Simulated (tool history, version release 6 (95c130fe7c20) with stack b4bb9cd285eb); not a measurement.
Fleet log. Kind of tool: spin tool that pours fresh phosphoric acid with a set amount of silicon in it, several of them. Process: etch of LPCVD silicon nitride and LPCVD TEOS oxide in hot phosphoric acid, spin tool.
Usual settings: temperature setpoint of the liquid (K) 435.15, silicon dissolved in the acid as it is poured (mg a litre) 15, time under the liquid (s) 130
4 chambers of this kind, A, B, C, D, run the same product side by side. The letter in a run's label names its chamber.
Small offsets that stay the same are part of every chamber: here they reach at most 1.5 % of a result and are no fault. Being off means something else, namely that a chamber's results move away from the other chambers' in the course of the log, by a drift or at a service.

run   hour  temperature setpoint of the liquid (K)  silicon dissolved in the acid as it is poured (mg a litre)  time under the liquid (s)  read-back film thickness of the LPCVD silicon nitride reference wafer, read on the same gauge (nm)  read-back film thickness of the LPCVD TEOS oxide reference wafer, read on the same gauge (nm)  thickness taken off the LPCVD silicon nitride on a monitor wafer (nm)  thickness taken off the LPCVD TEOS oxide on a monitor wafer (nm)
 1D    4.4                                  435.15                                                          15                        130                                                                                              49.989                                                                                         39.987                                                                 12.227                                                             0.392
 2C      9                                  435.15                                                          15                        130                                                                                              49.989                                                                                          39.99                                                                 12.115                                                           0.40883
 3A   12.7                                  435.15                                                          15                        130                                                                                              49.994                                                                                         40.011                                                                 12.121                                                            0.4638
 4B   16.9                                  435.15                                                          15                        130                                                                                                  50                                                                                         39.985                                                                 12.005                                                           0.47679
 5B   20.2                                  435.15                                                          15                        130                                                                                              49.998                                                                                             40                                                                 11.969                                                           0.44956
 6A     24                                  435.15                                                          15                        130                                                                                              49.999                                                                                         39.998                                                                 12.126                                                           0.45636
 7D   29.8                                  435.15                                                          15                        130                                                                                              50.003                                                                                          39.97                                                                  12.27                                                           0.46513
 8C   36.9                                  435.15                                                          15                        130                                                                                                  50                                                                                         39.999                                                                 12.245                                                           0.41038
 9C   43.7                                  435.15                                                          15                        130                                                                                              50.019                                                                                         39.993                                                                 12.062                                                           0.42465
10A   48.5                                  435.15                                                          15                        130                                                                                              50.019                                                                                         39.988                                                                 12.266                                                           0.47339
11D   54.2                                  435.15                                                          15                        130                                                                                              49.996                                                                                         40.022                                                                 12.242                                                           0.48947
12B   59.3                                  435.15                                                         6.5                        175                                                                                              49.987                                                                                          40.01                                                                 16.044                                                           0.69286
13B   63.3                                  435.15                                                         6.5                        175                                                                                              49.992                                                                                         40.008                                                                 16.228                                                           0.69931
14D   67.8                                  435.15                                                         6.5                        175                                                                                              49.994                                                                                         39.999                                                                 16.276                                                           0.75998
15C     74                                  435.15                                                         6.5                        175                                                                                              49.995                                                                                         40.021                                                                 16.772                                                           0.75071
16A     78                                  435.15                                                          15                        130                                                                                              50.025                                                                                         40.024                                                                 12.085                                                           0.40768
17A   81.5                                  433.15                                                          15                        130                                                                                               50.01                                                                                         39.984                                                                 11.474                                                           0.40904
18B   87.3                                  433.15                                                          15                        130                                                                                              50.009                                                                                         40.015                                                                  11.26                                                           0.35487
19D   91.4                                  433.15                                                          15                        130                                                                                              50.005                                                                                         39.979                                                                 11.408                                                           0.40047
20C   98.4                                  433.15                                                          15                        130                                                                                              49.992                                                                                         39.973                                                                 11.515                                                           0.38827
21C  104.4                                  435.15                                                          15                        130                                                                                              49.996                                                                                         40.014                                                                  12.36                                                           0.44771
22A  109.7                                  435.15                                                          15                        130                                                                                                  50                                                                                         39.981                                                                 11.893                                                           0.40803
23B  115.5                                  435.15                                                          15                        130                                                                                              50.006                                                                                          39.99                                                                 12.095                                                           0.44153
24D  121.9                                  435.15                                                          15                        130                                                                                              50.001                                                                                         40.004                                                                  12.39                                                            0.4573
25A  125.8                                  435.15                                                          15                        130                                                                                              50.022                                                                                         40.012                                                                 12.088                                                           0.48905
26C  133.2                                  435.15                                                          15                        130                                                                                              50.018                                                                                         39.982                                                                 12.308                                                           0.49773
27D  140.6                                  435.15                                                          15                        130                                                                                              49.992                                                                                         39.977                                                                 12.404                                                           0.45444
28B  145.9                                  435.15                                                          15                        130                                                                                              49.989                                                                                         39.998                                                                 12.104                                                           0.46537
29D  151.1                                  435.15                                                          15                        130                                                                                              49.983                                                                                         39.985                                                                 12.162                                                            0.4433
30A  157.9                                  435.15                                                          15                        130                                                                                              50.005                                                                                         40.018                                                                  11.69                                                           0.38833
31C  164.3                                  435.15                                                          15                        155                                                                                              49.993                                                                                         40.016                                                                 14.678                                                           0.54087
32B  169.6                                  435.15                                                          15                        155                                                                                              49.996                                                                                         39.996                                                                  14.27                                                           0.50125
33B  175.6                                  435.15                                                          15                        155                                                                                              50.002                                                                                         40.015                                                                 14.396                                                           0.55855
34A  181.7                                  435.15                                                          15                        155                                                                                              50.002                                                                                         39.979                                                                 14.131                                                           0.54436
35C  189.1                                  435.15                                                          15                        130                                                                                              50.007                                                                                         39.987                                                                 12.181                                                           0.46077

Each of the 4 chambers runs these same settings next. Fill in every chamber's results:
36A  194.4                                  436.65                                                          15                        130                                                                                                                                                                                                                                                                         ?                                                                 ?
36B  194.4                                  436.65                                                          15                        130                                                                                                                                                                                                                                                                         ?                                                                 ?
36C  194.4                                  436.65                                                          15                        130                                                                                                                                                                                                                                                                         ?                                                                 ?
36D  194.4                                  436.65                                                          15                        130                                                                                                                                                                                                                                                                         ?                                                                 ?

run  thickness taken off the LPCVD silicon nitride on a monitor wafer (nm)  thickness taken off the LPCVD TEOS oxide on a monitor wafer (nm)
36A                                                                 12.456                                                           0.50239
36B                                                                 12.741                                                           0.49316
36C                                                                 13.175                                                           0.49657
36D                                                                 12.732                                                           0.51622

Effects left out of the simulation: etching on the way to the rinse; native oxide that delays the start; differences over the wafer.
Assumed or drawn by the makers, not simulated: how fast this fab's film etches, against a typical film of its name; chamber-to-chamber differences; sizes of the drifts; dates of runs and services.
